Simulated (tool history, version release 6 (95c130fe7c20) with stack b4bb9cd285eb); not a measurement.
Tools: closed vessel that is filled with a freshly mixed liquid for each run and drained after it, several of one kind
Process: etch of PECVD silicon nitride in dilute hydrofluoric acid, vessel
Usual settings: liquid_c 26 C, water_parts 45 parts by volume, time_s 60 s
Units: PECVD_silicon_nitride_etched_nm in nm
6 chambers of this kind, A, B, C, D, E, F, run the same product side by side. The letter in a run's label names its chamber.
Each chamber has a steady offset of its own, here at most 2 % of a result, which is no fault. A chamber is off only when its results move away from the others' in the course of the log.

run,hour,liquid_c,water_parts,time_s,hours since the thermometer was replaced,hours since the hydrofluoric acid flow meter was replaced,"read-back film thickness of the PECVD silicon nitride reference wafer, read on the same gauge (nm)",PECVD_silicon_nitride_etched_nm
1C,5.8,26,45,60,904.9,256.8,60.01,7.1242
2A,13.3,26,45,60,793.5,1166.8,60.039,7.1369
3E,18,26,45,60,324.7,622.5,60.015,7.1623
4B,25.9,26,45,60,112.6,842,60.004,7.1461
5F,33.7,26,45,60,1218.3,1885.7,59.995,7.2163
6D,39.9,26,45,60,2200.5,384.9,60.016,7.1192
7A,45.9,26,45,60,826.1,1199.4,59.996,7.1325
8C,52,26,45,60,951.1,303,59.965,7.0609
9B,55.6,26,45,30,142.3,871.7,59.969,3.5598
10F,61.6,26,45,30,1246.2,1913.6,60.023,3.6197
11D,69.4,26,45,30,2230,414.4,60.05,3.5629
12E,76,26,45,30,382.7,680.5,60.049,3.5903
13C,82.3,26,45,30,981.4,333.3,60.027,3.5499
14D,89.5,26,45,30,2250.1,434.5,60.037,3.5901
15E,93.7,26,45,60,400.4,698.2,59.94,7.1429
16B,98.6,26,45,60,185.3,914.7,59.99,7.172
# hour 100.7: chamber A: thermometer replaced
17F,102.7,26,45,60,1287.3,1954.7,59.968,7.2154
18A,106.5,26,45,60,5.8,1260,59.965,7.1609
19C,110.8,26,45,60,1009.9,361.8,60.014,7.1072
20D,115.5,26,45,60,2276.1,460.5,60.011,7.222
21E,122.7,26,45,60,429.4,727.2,60.04,7.112
22A,128.3,26,45,60,27.6,1281.8,59.99,7.1305
23B,134.5,26,45,60,221.2,950.6,60.029,7.1961
24F,140.6,26,45,60,1325.2,1992.6,59.994,7.2298
25E,147.9,26,45,60,454.6,752.4,59.997,7.135
26D,151.3,26,45,60,2311.9,496.3,59.96,7.2724
27A,154.7,26,45,60,54,1308.2,59.993,7.1219
28B,162.5,26,30,30,249.2,978.6,59.989,5.2934
29F,170.2,26,30,30,1354.8,2022.2,59.993,5.358
30C,173.8,26,30,30,1072.9,424.8,59.963,5.2985
31B,177.9,26,30,30,264.6,994,60.034,5.2741
32F,184.4,26,30,30,1369,2036.4,59.942,5.379
33C,191.1,26,30,30,1090.2,442.1,59.981,5.301
34E,198.3,26,45,60,505,802.8,59.985,7.1223
35D,206.2,26,45,60,2366.8,551.2,60.036,7.4152
36A,211.8,26,45,60,111.1,1365.3,59.996,7.1397
37D,216.9,29.5,45,60,2377.5,561.9,59.992,9.4296

What goes on in this fleet: one chamber off, a drifting gauge, or nothing beyond the chambers' own small offsets? Name the chamber and the cause, if any.

Chamber D drifts away from the others.
Cause: hydrofluoric acid flow above the setpoint (%) = 4.1.
The log may not tell that from: liquid hotter than its thermometer reads (K).

Here are 4 candidates for chamber D's next run, each the usual settings with a change, their results left as question marks. Which one brings its results back in line with what the others give on the usual settings?
In line means no further than this from the other chambers' mean on the usual settings: PECVD_silicon_nitride_etched_nm 0.091 nm
38D-1,222.6,25,45,60,,,,?
38D-2,222.6,25.5,45,60,,,,?
38D-3,222.6,26.5,45,60,,,,?
38D-4,222.6,27,45,60,,,,?

The other chambers' mean on the usual settings: PECVD_silicon_nitride_etched_nm 7.1557 nm
run,PECVD_silicon_nitride_etched_nm
38D-1,6.9575
38D-2,7.1996
38D-3,7.7063
38D-4,7.9713
38D-2 brings the chamber back in line.
